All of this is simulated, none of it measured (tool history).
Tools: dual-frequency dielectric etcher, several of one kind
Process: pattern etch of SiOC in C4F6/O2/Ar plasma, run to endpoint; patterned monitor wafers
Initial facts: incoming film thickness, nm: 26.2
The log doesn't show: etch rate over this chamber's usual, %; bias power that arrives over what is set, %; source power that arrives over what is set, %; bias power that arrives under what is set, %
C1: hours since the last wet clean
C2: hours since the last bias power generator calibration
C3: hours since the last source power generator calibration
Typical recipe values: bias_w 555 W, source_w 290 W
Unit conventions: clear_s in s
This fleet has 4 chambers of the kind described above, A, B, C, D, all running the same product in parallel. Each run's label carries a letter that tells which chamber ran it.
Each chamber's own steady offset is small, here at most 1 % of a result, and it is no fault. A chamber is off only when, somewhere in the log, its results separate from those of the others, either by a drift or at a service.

run 1A hour=4.1 | bias_w=555 source_w=290 | C1=5.1 C2=2692.2 C3=509.1 | clear_s=9.5557
run 2D hour=9.3 | bias_w=555 source_w=290 | C1=105.2 C2=1422.9 C3=1389.2 | clear_s=9.5793
run 3B hour=12 | bias_w=555 source_w=290 | C1=294.3 C2=1016.4 C3=2144.1 | clear_s=9.5414
run 4C hour=16.2 | bias_w=555 source_w=290 | C1=256 C2=254.8 C3=687.7 | clear_s=9.4564
run 5C hour=21 | bias_w=555 source_w=290 | C1=260.8 C2=259.6 C3=692.5 | clear_s=9.4512
run 6B hour=26.5 | bias_w=555 source_w=290 | C1=308.8 C2=1030.9 C3=2158.6 | clear_s=9.5354
run 7A hour=30.4 | bias_w=555 source_w=290 | C1=31.4 C2=2718.5 C3=535.4 | clear_s=9.4301
run 8D hour=35.8 | bias_w=555 source_w=290 | C1=131.7 C2=1449.4 C3=1415.7 | clear_s=9.4936
run 9B hour=40 | bias_w=555 source_w=290 | C1=322.3 C2=1044.4 C3=2172.1 | clear_s=9.5484
run 10D hour=44.4 | bias_w=555 source_w=290 | C1=140.3 C2=1458 C3=1424.3 | clear_s=9.571
run 11C hour=48.5 | bias_w=555 source_w=290 | C1=288.3 C2=287.1 C3=720 | clear_s=9.4793
run 12A hour=54.3 | bias_w=477 source_w=290 | C1=55.3 C2=2742.4 C3=559.3 | clear_s=10.067
run 13D hour=58.5 | bias_w=477 source_w=290 | C1=154.4 C2=1472.1 C3=1438.4 | clear_s=10.133
run 14C hour=63.9 | bias_w=477 source_w=290 | C1=303.7 C2=302.5 C3=735.4 | clear_s=10.044
run 15A hour=68.6 | bias_w=477 source_w=290 | C1=69.6 C2=2756.7 C3=573.6 | clear_s=10.027
-- hour=69.7 chamber B: source power generator calibrated
run 16B hour=74.4 | bias_w=555 source_w=290 | C1=356.7 C2=1078.8 C3=4.8 | clear_s=9.5213
run 17D hour=77.1 | bias_w=555 source_w=290 | C1=173 C2=1490.7 C3=1457 | clear_s=9.5543
-- hour=77.6 chamber C: wet clean of the chamber
run 18C hour=79.9 | bias_w=555 source_w=290 | C1=2.4 C2=318.5 C3=751.4 | clear_s=9.075
run 19B hour=85.9 | bias_w=555 source_w=290 | C1=368.2 C2=1090.3 C3=16.3 | clear_s=9.4897
run 20A hour=91 | bias_w=555 source_w=290 | C1=92 C2=2779.1 C3=596 | clear_s=9.4807
run 21B hour=94.2 | bias_w=555 source_w=290 | C1=376.5 C2=1098.6 C3=24.6 | clear_s=9.4543
run 22C hour=97.2 | bias_w=555 source_w=290 | C1=19.7 C2=335.8 C3=768.7 | clear_s=9.0663
run 23D hour=103 | bias_w=555 source_w=290 | C1=198.9 C2=1516.6 C3=1482.9 | clear_s=9.541
run 24A hour=108.6 | bias_w=555 source_w=290 | C1=109.6 C2=2796.7 C3=613.6 | clear_s=9.4592
run 25C hour=113 | bias_w=555 source_w=290 | C1=35.5 C2=351.6 C3=784.5 | clear_s=9.0309
-- hour=118.5 chamber B: wet clean of the chamber
run 26A hour=118.7 | bias_w=555 source_w=290 | C1=119.7 C2=2806.8 C3=623.7 | clear_s=9.6315
run 27D hour=123.8 | bias_w=555 source_w=290 | C1=219.7 C2=1537.4 C3=1503.7 | clear_s=9.5105
run 28B hour=127.2 | bias_w=555 source_w=290 | C1=8.8 C2=1131.6 C3=57.6 | clear_s=9.4948
run 29A hour=132.3 | bias_w=555 source_w=290 | C1=133.3 C2=2820.4 C3=637.3 | clear_s=9.3543
run 30D hour=135.5 | bias_w=636 source_w=260 | C1=231.4 C2=1549.1 C3=1515.4 | clear_s=9.3926

Which is it: a chamber that has drifted or been left off by a service, a gauge drift common to all chambers, or only each chamber's usual small offset? If a chamber is off, name it and its likeliest cause.

Chamber C has stood off from the others ever since a service on it.
What lies behind it: etch rate over this chamber's usual, % = 4.64.

Here are 4 candidates for chamber C's next run, each the usual settings with a change, their results left as question marks. Which one brings its results back in line with what the others give on the usual settings?
Allowed miss from the other chambers' usual-settings mean, per result, to count as in line: clear_s 0.19 s
run 31C-1 hour=139.9 | bias_w=555 source_w=370 | clear_s=?
run 31C-2 hour=139.9 | bias_w=595 source_w=310 | clear_s=?
run 31C-3 hour=139.9 | bias_w=555 source_w=250 | clear_s=?
run 31C-4 hour=139.9 | bias_w=444 source_w=290 | clear_s=?

Average result of the remaining chambers running the usual settings: clear_s 9.5375 s
run=31C-1 clear_s=8.2975
run=31C-2 clear_s=8.6118
run=31C-3 clear_s=9.5606
run=31C-4 clear_s=9.8685
With 31C-3, the chamber falls back in line with the rest.
